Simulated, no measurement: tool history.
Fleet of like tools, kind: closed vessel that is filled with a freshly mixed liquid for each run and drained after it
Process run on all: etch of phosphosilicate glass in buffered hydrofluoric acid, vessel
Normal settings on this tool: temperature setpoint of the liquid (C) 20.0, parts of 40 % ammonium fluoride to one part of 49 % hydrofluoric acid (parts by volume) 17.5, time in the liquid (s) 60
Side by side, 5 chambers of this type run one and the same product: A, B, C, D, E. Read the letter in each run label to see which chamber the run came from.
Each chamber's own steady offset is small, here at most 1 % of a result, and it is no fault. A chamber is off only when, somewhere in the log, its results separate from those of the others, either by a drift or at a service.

run,day,temperature setpoint of the liquid (C),parts of 40 % ammonium fluoride to one part of 49 % hydrofluoric acid (parts by volume),time in the liquid (s),hours since the thermometer was replaced,hours since the hydrofluoric acid flow meter was replaced,"read-back film thickness of the phosphosilicate glass reference wafer, read on the same gauge (nm)",thickness taken off the phosphosilicate glass on a monitor wafer (Å)
1A,0.521,20.0,17.5,60,437.7,818.7,49.999,2324.1
2B,1.067,20.0,17.5,60,1345.1,344.5,50.007,2291.9
3E,1.388,20.0,17.5,60,822.9,72.1,49.994,2320.5
4D,1.875,20.0,17.5,60,69.1,739.0,49.999,2323.8
# day 1.888: chamber C: thermometer replaced
5C,2.546,20.0,17.5,60,15.9,905.4,49.982,2296.8
6A,3.162,20.0,17.5,60,501.1,882.1,49.995,2325.3
7C,3.692,20.0,17.5,60,43.4,932.9,50.005,2289.6
8B,4.262,23.5,17.5,60,1421.8,421.2,50.029,2797.4
9E,4.846,23.5,17.5,60,905.9,155.1,49.998,2805.3
10D,5.433,23.5,17.5,60,154.5,824.4,49.993,2829.6
11E,5.858,23.5,17.5,60,930.2,179.4,50.035,2812.4
12A,6.404,23.5,17.5,60,578.9,959.9,49.966,2825.7
13C,7.025,20.0,17.5,60,123.4,1012.9,49.981,2286.8
14B,7.392,20.0,17.5,60,1496.9,496.3,50.012,2271.3
# day 7.862: chamber E: thermometer replaced
15D,7.904,20.0,17.5,60,213.8,883.7,50.033,2321.0
16D,8.404,20.0,17.5,60,225.8,895.7,50.004,2315.8
17E,9.079,20.0,17.5,60,29.3,256.7,50.011,2282.5
18C,9.512,20.0,17.5,60,183.1,1072.6,50.018,2297.5
19A,10.179,20.0,17.5,60,669.5,1050.5,49.994,2313.3
20B,10.508,20.0,17.5,60,1571.7,571.1,49.994,2290.8
# day 10.717: chamber A: hydrofluoric acid flow meter replaced
21A,10.808,20.0,17.5,60,684.6,2.3,50.002,2325.8
22E,11.321,20.0,17.5,60,83.1,310.5,50.010,2316.7
23B,11.671,20.0,17.5,60,1599.6,599.0,50.015,2293.1
24C,12.200,20.0,17.5,60,247.6,1137.1,50.001,2289.0
25D,12.775,20.0,21.0,60,330.7,1000.6,49.997,1961.2
# day 12.904: chamber B: thermometer replaced
26B,13.146,20.0,21.0,60,5.8,634.4,50.021,1947.0
27D,13.596,20.0,21.0,60,350.4,1020.3,50.008,1973.2
28C,14.283,20.0,21.0,60,297.6,1187.1,50.010,1960.2
# day 14.617: chamber B: hydrofluoric acid flow meter replaced
29A,14.929,20.0,21.0,60,783.5,101.2,50.010,1970.2
30E,15.388,17.0,17.5,60,180.7,408.1,49.986,1960.1
31A,15.883,17.0,17.5,60,806.4,124.1,49.992,1960.1
32C,16.225,17.0,17.5,60,344.2,1233.7,49.969,1935.0
33B,16.729,17.0,17.5,60,91.8,50.7,49.974,1932.5
34D,17.062,17.0,17.5,60,433.6,1103.5,49.984,1957.8
35E,17.454,20.0,17.5,60,230.3,457.7,49.976,2321.0
36D,17.796,20.0,17.5,60,451.2,1121.1,49.990,2323.7

Predict what each chamber gives when all 5 of them run the settings below next.
37A,18.296,20.0,17.5,60,,,,?
37B,18.296,20.0,17.5,60,,,,?
37C,18.296,20.0,17.5,60,,,,?
37D,18.296,20.0,17.5,60,,,,?
37E,18.296,20.0,17.5,60,,,,?

run,thickness taken off the phosphosilicate glass on a monitor wafer (Å)
37A,2310.7
37B,2292.8
37C,2288.4
37D,2323.0
37E,2310.9
